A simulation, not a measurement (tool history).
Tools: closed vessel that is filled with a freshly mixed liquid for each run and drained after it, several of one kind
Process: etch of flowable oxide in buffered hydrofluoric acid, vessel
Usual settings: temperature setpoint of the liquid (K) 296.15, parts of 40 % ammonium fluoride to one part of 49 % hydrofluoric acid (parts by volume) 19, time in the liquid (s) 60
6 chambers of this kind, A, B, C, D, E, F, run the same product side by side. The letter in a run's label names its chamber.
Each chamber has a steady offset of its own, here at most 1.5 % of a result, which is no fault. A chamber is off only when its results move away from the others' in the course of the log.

run   hour  temperature setpoint of the liquid (K)  parts of 40 % ammonium fluoride to one part of 49 % hydrofluoric acid (parts by volume)  time in the liquid (s)  read-back film thickness of the flowable oxide reference wafer, read on the same gauge (nm)  thickness taken off the flowable oxide on a monitor wafer (nm)
 1F    6.5                                  296.15                                                                                       19                      60                                                                                        80.01                                                          123.22
 2E   13.5                                  296.15                                                                                       19                      60                                                                                       79.997                                                          124.07
 3A   19.3                                  296.15                                                                                       19                      60                                                                                       79.982                                                          122.92
 4C   29.6                                  296.15                                                                                       19                      60                                                                                       79.978                                                          125.28
 5B   39.2                                  296.15                                                                                       19                      60                                                                                       80.004                                                          123.26
 6D   45.9                                  296.15                                                                                       19                      60                                                                                       80.022                                                          123.64
 7E   50.9                                  296.15                                                                                       19                      60                                                                                       79.968                                                          123.22
 8C   56.6                                  296.15                                                                                       19                      60                                                                                       79.999                                                          123.96
 9A   65.8                                  296.15                                                                                       19                      60                                                                                       79.976                                                          123.81
10D   71.2                                  296.15                                                                                       19                      60                                                                                       79.999                                                          126.65
11F   80.6                                  296.15                                                                                       19                      60                                                                                        79.97                                                          122.72
12B   91.6                                  296.15                                                                                       19                      60                                                                                       79.946                                                          122.71
13B   99.8                                  296.15                                                                                       19                      60                                                                                        79.97                                                          120.53
14E  106.1                                  296.15                                                                                       19                      60                                                                                       80.008                                                          123.97
15D  117.6                                  296.15                                                                                       19                      60                                                                                       80.002                                                          125.99
16F  124.4                                  296.15                                                                                       19                      60                                                                                       80.033                                                           124.4
17C  132.3                                  296.15                                                                                       19                      60                                                                                       80.007                                                          122.67
18A  138.9                                  296.15                                                                                       19                      60                                                                                       80.027                                                          123.81
19B  145.9                                  296.15                                                                                       19                      80                                                                                       80.023                                                          163.15
20C  154.5                                  296.15                                                                                       19                      80                                                                                       79.955                                                          161.35
21E  165.1                                  296.15                                                                                       19                      80                                                                                       79.986                                                           164.7
22A  171.5                                  296.15                                                                                       19                      80                                                                                       80.008                                                          164.88
23D  179.8                                  296.15                                                                                       19                      80                                                                                       80.015                                                          162.65
24F  191.1                                  296.15                                                                                       19                      80                                                                                       79.993                                                          162.84
25A  196.2                                  296.15                                                                                     23.5                      60                                                                                       79.978                                                          104.54
26B  206.8                                  296.15                                                                                     23.5                      60                                                                                       79.976                                                          103.74
27C  214.9                                  296.15                                                                                     23.5                      60                                                                                       80.043                                                          99.225
28F  222.9                                  296.15                                                                                     23.5                      60                                                                                           80                                                          103.58
29E  228.9                                  296.15                                                                                     23.5                      60                                                                                       79.972                                                          105.34
30D  236.3                                  296.15                                                                                     23.5                      60                                                                                        79.99                                                          106.51
31E  243.6                                  296.15                                                                                       19                      60                                                                                       79.966                                                          123.27
32F  253.7                                  296.15                                                                                       19                      60                                                                                        79.97                                                          123.21
33B  260.2                                  296.15                                                                                       19                      60                                                                                       80.004                                                          121.13
34D  271.5                                  296.15                                                                                       19                      60                                                                                       80.033                                                          125.05
35C  277.7                                  301.15                                                                                     13.5                      60                                                                                       79.952                                                           206.5
36A  284.6                                  301.15                                                                                     13.5                      60                                                                                       80.004                                                          228.13

What goes on in this fleet: one chamber off, a drifting gauge, or nothing beyond the chambers' own small offsets? Name the chamber and the cause, if any.

Chamber C drifts away from the others.
Cause: liquid colder than its thermometer reads (K) = 2.22.
The log may not tell that from: hydrofluoric acid flow below the setpoint (%).

Here are 4 candidates for chamber C's next run, each the usual settings with a change, their results left as question marks. Which one brings its results back in line with what the others give on the usual settings?
In line means no further than this from the other chambers' mean on the usual settings: thickness taken off the flowable oxide on a monitor wafer (nm) 4
37C-1  292.9                                  296.15                                                                                       17                      60                                                                                                                                                            ?
37C-2  292.9                                  293.15                                                                                       19                      60                                                                                                                                                            ?
37C-3  292.9                                  296.65                                                                                       19                      70                                                                                                                                                            ?
37C-4  292.9                                  296.15                                                                                     19.5                      55                                                                                                                                                            ?

The other chambers' mean on the usual settings: thickness taken off the flowable oxide on a monitor wafer (nm) 123.33
  run  thickness taken off the flowable oxide on a monitor wafer (nm)
37C-1                                                          122.99
37C-2                                                           93.23
37C-3                                                          132.16
37C-4                                                          98.425
37C-1 brings the chamber back in line.
